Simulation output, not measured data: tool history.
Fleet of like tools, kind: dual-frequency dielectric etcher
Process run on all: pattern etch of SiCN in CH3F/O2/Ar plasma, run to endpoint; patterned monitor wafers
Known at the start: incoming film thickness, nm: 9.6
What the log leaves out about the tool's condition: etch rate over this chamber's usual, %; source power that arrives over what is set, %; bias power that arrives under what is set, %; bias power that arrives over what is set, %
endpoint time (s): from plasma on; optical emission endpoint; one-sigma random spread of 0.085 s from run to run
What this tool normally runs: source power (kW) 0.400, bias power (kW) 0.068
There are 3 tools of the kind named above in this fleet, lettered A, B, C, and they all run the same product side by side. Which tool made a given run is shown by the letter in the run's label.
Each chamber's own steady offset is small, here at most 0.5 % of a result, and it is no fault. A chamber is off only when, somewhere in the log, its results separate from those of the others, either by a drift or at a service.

run    day  source power (kW)  bias power (kW)  hours since the last wet clean  hours since the last source power generator calibration  hours since the last bias power generator calibration  endpoint time (s)
     0.188  -- chamber B: source power generator calibrated
 1C  0.392              0.400            0.068                            94.9                                                    530.7                                                 1767.1             26.022
 2A  0.854              0.400            0.068                           289.6                                                    376.2                                                 4490.2             26.103
 3B  1.192              0.400            0.068                           136.3                                                     24.2                                                 1264.4             26.171
 4B  1.667              0.400            0.068                           147.7                                                     35.6                                                 1275.8             26.099
 5C  1.896              0.400            0.068                           131.0                                                    566.8                                                 1803.2             25.989
 6A  2.133              0.400            0.068                           320.3                                                    406.9                                                 4520.9             26.237
 7B  2.433              0.400            0.068                           166.1                                                     54.0                                                 1294.2             26.138
 8C  2.671              0.400            0.068                           149.6                                                    585.4                                                 1821.8             25.941
 9A  3.133              0.400            0.068                           344.3                                                    430.9                                                 4544.9             26.116
     3.496  -- chamber C: bias power generator calibrated
10C  3.550              0.400            0.068                           170.7                                                    606.5                                                    1.4             25.941
11A  3.904              0.450            0.068                           362.8                                                    449.4                                                 4563.4             25.001
12B  4.162              0.450            0.068                           207.6                                                     95.5                                                 1335.7             25.003
13C  4.450              0.450            0.068                           192.3                                                    628.1                                                   23.0             24.805
14A  4.733              0.400            0.068                           382.7                                                    469.3                                                 4583.3             26.102
15B  5.162              0.400            0.068                           231.6                                                    119.5                                                 1359.7             26.128
16A  5.392              0.400            0.068                           398.5                                                    485.1                                                 4599.1             26.097
17B  5.658              0.400            0.068                           243.5                                                    131.4                                                 1371.6             26.193
18C  6.125              0.350            0.082                           232.5                                                    668.3                                                   63.2             25.645
19C  6.354              0.350            0.082                           238.0                                                    673.8                                                   68.7             25.576
20A  6.608              0.350            0.082                           427.7                                                    514.3                                                 4628.3             25.648
21B  6.875              0.400            0.068                           272.7                                                    160.6                                                 1400.8             26.082
22A  7.254              0.400            0.068                           443.2                                                    529.8                                                 4643.8             26.067
23C  7.704              0.400            0.068                           270.4                                                    706.2                                                  101.1             25.948

Which is it: a chamber that has drifted or been left off by a service, a gauge drift common to all chambers, or only each chamber's usual small offset? If a chamber is off, name it and its likeliest cause.

No chamber is off and the gauge is stable; the differences are just each chamber's small, constant offset.
